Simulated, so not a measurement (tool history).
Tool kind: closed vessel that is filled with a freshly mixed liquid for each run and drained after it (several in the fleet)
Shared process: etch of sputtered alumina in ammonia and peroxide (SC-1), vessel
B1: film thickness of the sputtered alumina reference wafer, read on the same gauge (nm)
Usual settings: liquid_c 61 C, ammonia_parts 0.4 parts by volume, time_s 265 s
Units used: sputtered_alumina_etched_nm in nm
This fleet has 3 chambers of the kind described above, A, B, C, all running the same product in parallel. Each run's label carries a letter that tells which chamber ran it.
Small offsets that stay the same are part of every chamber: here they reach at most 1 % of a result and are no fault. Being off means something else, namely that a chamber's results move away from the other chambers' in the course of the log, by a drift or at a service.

{"run": "1A", "hour": 9.7, "liquid_c": 61, "ammonia_parts": 0.4, "time_s": 265, "B1": 140.04, "sputtered_alumina_etched_nm": 38.364}
{"hour": 15.6, "done": "chamber A: new drum of ammonia solution connected"}
{"run": "2C", "hour": 16.2, "liquid_c": 61, "ammonia_parts": 0.4, "time_s": 265, "B1": 140.01, "sputtered_alumina_etched_nm": 37.856}
{"run": "3B", "hour": 22.1, "liquid_c": 61, "ammonia_parts": 0.4, "time_s": 265, "B1": 139.99, "sputtered_alumina_etched_nm": 38.332}
{"run": "4C", "hour": 32.5, "liquid_c": 61, "ammonia_parts": 0.4, "time_s": 265, "B1": 139.99, "sputtered_alumina_etched_nm": 38.067}
{"run": "5B", "hour": 44.0, "liquid_c": 61, "ammonia_parts": 0.4, "time_s": 265, "B1": 140.02, "sputtered_alumina_etched_nm": 38.181}
{"run": "6A", "hour": 53.0, "liquid_c": 61, "ammonia_parts": 0.4, "time_s": 195, "B1": 139.93, "sputtered_alumina_etched_nm": 28.009}
{"run": "7C", "hour": 65.5, "liquid_c": 61, "ammonia_parts": 0.4, "time_s": 195, "B1": 140.01, "sputtered_alumina_etched_nm": 28.106}
{"run": "8B", "hour": 72.8, "liquid_c": 61, "ammonia_parts": 0.4, "time_s": 195, "B1": 140.06, "sputtered_alumina_etched_nm": 28.255}
{"run": "9A", "hour": 83.7, "liquid_c": 61, "ammonia_parts": 0.4, "time_s": 265, "B1": 139.99, "sputtered_alumina_etched_nm": 38.334}
{"run": "10A", "hour": 94.9, "liquid_c": 53.5, "ammonia_parts": 0.55, "time_s": 265, "B1": 139.99, "sputtered_alumina_etched_nm": 26.445}
{"run": "11C", "hour": 102.8, "liquid_c": 53.5, "ammonia_parts": 0.55, "time_s": 265, "B1": 140.04, "sputtered_alumina_etched_nm": 26.425}
{"run": "12B", "hour": 114.1, "liquid_c": 53.5, "ammonia_parts": 0.55, "time_s": 265, "B1": 140.05, "sputtered_alumina_etched_nm": 26.777}
{"run": "13B", "hour": 122.5, "liquid_c": 61, "ammonia_parts": 0.4, "time_s": 265, "B1": 139.96, "sputtered_alumina_etched_nm": 38.238}
{"run": "14C", "hour": 134.2, "liquid_c": 61, "ammonia_parts": 0.4, "time_s": 265, "B1": 140.03, "sputtered_alumina_etched_nm": 38.118}
{"run": "15A", "hour": 140.2, "liquid_c": 61, "ammonia_parts": 0.4, "time_s": 265, "B1": 139.98, "sputtered_alumina_etched_nm": 38.226}
{"run": "16A", "hour": 151.5, "liquid_c": 61, "ammonia_parts": 0.4, "time_s": 265, "B1": 140.04, "sputtered_alumina_etched_nm": 38.301}
{"run": "17B", "hour": 157.7, "liquid_c": 61, "ammonia_parts": 0.3, "time_s": 265, "B1": 139.97, "sputtered_alumina_etched_nm": 37.365}
{"run": "18C", "hour": 167.7, "liquid_c": 61, "ammonia_parts": 0.3, "time_s": 265, "B1": 140.01, "sputtered_alumina_etched_nm": 36.989}
{"run": "19B", "hour": 176.7, "liquid_c": 61, "ammonia_parts": 0.3, "time_s": 265, "B1": 139.98, "sputtered_alumina_etched_nm": 37.43}
{"run": "20C", "hour": 188.9, "liquid_c": 61, "ammonia_parts": 0.4, "time_s": 215, "B1": 140, "sputtered_alumina_etched_nm": 31.255}
{"run": "21A", "hour": 196.9, "liquid_c": 61, "ammonia_parts": 0.4, "time_s": 215, "B1": 139.97, "sputtered_alumina_etched_nm": 30.899}
{"run": "22C", "hour": 208.7, "liquid_c": 61, "ammonia_parts": 0.4, "time_s": 215, "B1": 139.99, "sputtered_alumina_etched_nm": 31.214}
{"run": "23B", "hour": 216.8, "liquid_c": 61, "ammonia_parts": 0.4, "time_s": 265, "B1": 140, "sputtered_alumina_etched_nm": 38.228}
{"hour": 223.8, "done": "chamber A: new drum of ammonia solution connected"}
{"run": "24A", "hour": 226.5, "liquid_c": 61, "ammonia_parts": 0.4, "time_s": 265, "B1": 140.05, "sputtered_alumina_etched_nm": 38.109}
{"run": "25A", "hour": 238.4, "liquid_c": 61, "ammonia_parts": 0.4, "time_s": 265, "B1": 139.97, "sputtered_alumina_etched_nm": 38.053}
{"run": "26C", "hour": 246.8, "liquid_c": 61, "ammonia_parts": 0.4, "time_s": 265, "B1": 139.99, "sputtered_alumina_etched_nm": 38.516}
{"run": "27B", "hour": 257.5, "liquid_c": 61, "ammonia_parts": 0.4, "time_s": 265, "B1": 140.03, "sputtered_alumina_etched_nm": 38.764}
{"run": "28A", "hour": 263.9, "liquid_c": 61, "ammonia_parts": 0.4, "time_s": 265, "B1": 140, "sputtered_alumina_etched_nm": 38.224}
{"run": "29C", "hour": 270.3, "liquid_c": 61, "ammonia_parts": 0.4, "time_s": 265, "B1": 139.99, "sputtered_alumina_etched_nm": 38.62}
{"run": "30B", "hour": 282.2, "liquid_c": 61, "ammonia_parts": 0.4, "time_s": 265, "B1": 139.96, "sputtered_alumina_etched_nm": 38.171}
{"run": "31B", "hour": 294.8, "liquid_c": 61, "ammonia_parts": 0.4, "time_s": 265, "B1": 140.03, "sputtered_alumina_etched_nm": 38.433}
{"run": "32A", "hour": 305.2, "liquid_c": 61, "ammonia_parts": 0.4, "time_s": 265, "B1": 140.02, "sputtered_alumina_etched_nm": 38.296}
{"hour": 312.1, "done": "chamber B: new drum of ammonia solution connected"}
{"run": "33C", "hour": 315.3, "liquid_c": 61, "ammonia_parts": 0.4, "time_s": 265, "B1": 140.02, "sputtered_alumina_etched_nm": 38.654}
{"run": "34C", "hour": 321.2, "liquid_c": 61, "ammonia_parts": 0.4, "time_s": 265, "B1": 139.99, "sputtered_alumina_etched_nm": 38.687}
{"run": "35A", "hour": 333.1, "liquid_c": 61, "ammonia_parts": 0.4, "time_s": 265, "B1": 140, "sputtered_alumina_etched_nm": 37.883}
{"run": "36B", "hour": 341.5, "liquid_c": 61, "ammonia_parts": 0.4, "time_s": 265, "B1": 140.02, "sputtered_alumina_etched_nm": 38.22}
{"run": "37A", "hour": 349.8, "liquid_c": 61, "ammonia_parts": 0.4, "time_s": 265, "B1": 139.95, "sputtered_alumina_etched_nm": 38.446}
{"run": "38C", "hour": 358.7, "liquid_c": 61, "ammonia_parts": 0.55, "time_s": 185, "B1": 140.02, "sputtered_alumina_etched_nm": 28.045}
{"run": "39B", "hour": 369.2, "liquid_c": 61, "ammonia_parts": 0.55, "time_s": 185, "B1": 140.03, "sputtered_alumina_etched_nm": 27.537}
{"run": "40A", "hour": 378.6, "liquid_c": 61, "ammonia_parts": 0.55, "time_s": 185, "B1": 140.01, "sputtered_alumina_etched_nm": 27.403}

Is one chamber out of step, is the gauge drifting, or do the chambers differ by no more than their own small offsets? For an off chamber, give its letter and the likeliest cause.

It is chamber C that slowly wanders off from its peers.
Most likely cause: liquid hotter than its thermometer reads (K) = 0.506.

Below are 4 candidate recipes for chamber C's next run, each the usual settings with a change, their results shown as question marks. Which of them brings C's results back in line with what the other chambers give on the usual settings?
Allowed miss from the other chambers' usual-settings mean, per result, to count as in line: sputtered_alumina_etched_nm 0.55 nm
{"run": "41C-1", "hour": 387.6, "liquid_c": 60.5, "ammonia_parts": 0.4, "time_s": 260, "sputtered_alumina_etched_nm": "?"}
{"run": "41C-2", "hour": 387.6, "liquid_c": 61.5, "ammonia_parts": 0.4, "time_s": 270, "sputtered_alumina_etched_nm": "?"}
{"run": "41C-3", "hour": 387.6, "liquid_c": 60.5, "ammonia_parts": 0.4, "time_s": 265, "sputtered_alumina_etched_nm": "?"}
{"run": "41C-4", "hour": 387.6, "liquid_c": 61, "ammonia_parts": 0.4, "time_s": 270, "sputtered_alumina_etched_nm": "?"}

On the usual settings, the other chambers give on average: sputtered_alumina_etched_nm 38.296 nm
run=41C-1 sputtered_alumina_etched_nm=37.494
run=41C-2 sputtered_alumina_etched_nm=40.966
run=41C-3 sputtered_alumina_etched_nm=38.215
run=41C-4 sputtered_alumina_etched_nm=39.94
41C-3 puts the chamber back in line with the other chambers.

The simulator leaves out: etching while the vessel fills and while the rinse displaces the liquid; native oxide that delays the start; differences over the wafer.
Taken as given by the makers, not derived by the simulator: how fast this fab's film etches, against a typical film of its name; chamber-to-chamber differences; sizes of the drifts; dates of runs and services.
